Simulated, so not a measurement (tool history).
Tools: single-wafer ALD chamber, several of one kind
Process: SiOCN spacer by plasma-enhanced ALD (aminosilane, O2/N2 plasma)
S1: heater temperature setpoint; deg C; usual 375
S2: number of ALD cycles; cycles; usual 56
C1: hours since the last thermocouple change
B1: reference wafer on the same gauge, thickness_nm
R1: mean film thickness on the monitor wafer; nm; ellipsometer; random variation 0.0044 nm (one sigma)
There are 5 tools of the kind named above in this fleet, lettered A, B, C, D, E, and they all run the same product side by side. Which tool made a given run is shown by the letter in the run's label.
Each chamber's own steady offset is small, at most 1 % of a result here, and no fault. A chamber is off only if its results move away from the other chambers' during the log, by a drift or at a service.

run	hour	S1	S2	C1	B1	R1
1B	8.4	375	56	1305.3	3.5002	3.3628
2D	16.8	375	56	2437.6	3.4988	3.3717
3E	27.6	375	56	2027.2	3.498	3.389
4C	39.6	375	56	335.5	3.4966	3.357
5A	45.9	375	56	1423.4	3.4955	3.3802
6B	54.3	375	56	1351.2	3.4961	3.3571
7E	64	375	56	2063.6	3.4962	3.3943
8D	76.5	375	56	2497.3	3.4942	3.3677
9A	82.6	375	56	1460.1	3.4949	3.3818
10C	93.1	375	56	389	3.4943	3.3553
11E	101.1	375	56	2100.7	3.4928	3.3897
12D	106.5	375	56	2527.3	3.4927	3.3696
13A	112.2	375	56	1489.7	3.4929	3.3755
14B	122.5	375	56	1419.4	3.4914	3.3466
15C	128.8	375	56	424.7	3.4911	3.3495
16D	134.7	382	51	2555.5	3.4904	3.0637
17B	140.9	382	51	1437.8	3.4896	3.0499
18E	153.2	382	51	2152.8	3.4886	3.081
19C	161.7	382	51	457.6	3.4877	3.0536
20A	169.1	382	51	1546.6	3.4869	3.0702
21E	177.9	375	56	2177.5	3.4876	3.3861
22B	188.8	364	56	1485.7	3.4868	3.3392
23C	195.2	364	56	491.1	3.4855	3.3523
24D	204.3	364	56	2625.1	3.4871	3.3535
25A	213.4	364	56	1590.9	3.4851	3.3697
26D	222.1	364	56	2642.9	3.485	3.3579
27C	233	375	56	528.9	3.4841	3.3413
28B	243.1	375	56	1540	3.4835	3.3353
29A	249.6	375	56	1627.1	3.4827	3.3654
30E	260.6	375	56	2260.2	3.4822	3.3705

All chambers now run identical settings, listed one chamber a line with results as question marks. What results will each chamber show?
31A	269.5	375	56			?
31B	269.5	375	56			?
31C	269.5	375	56			?
31D	269.5	375	56			?
31E	269.5	375	56			?

run	R1
31A	3.361
31B	3.3373
31C	3.3402
31D	3.3633
31E	3.3758

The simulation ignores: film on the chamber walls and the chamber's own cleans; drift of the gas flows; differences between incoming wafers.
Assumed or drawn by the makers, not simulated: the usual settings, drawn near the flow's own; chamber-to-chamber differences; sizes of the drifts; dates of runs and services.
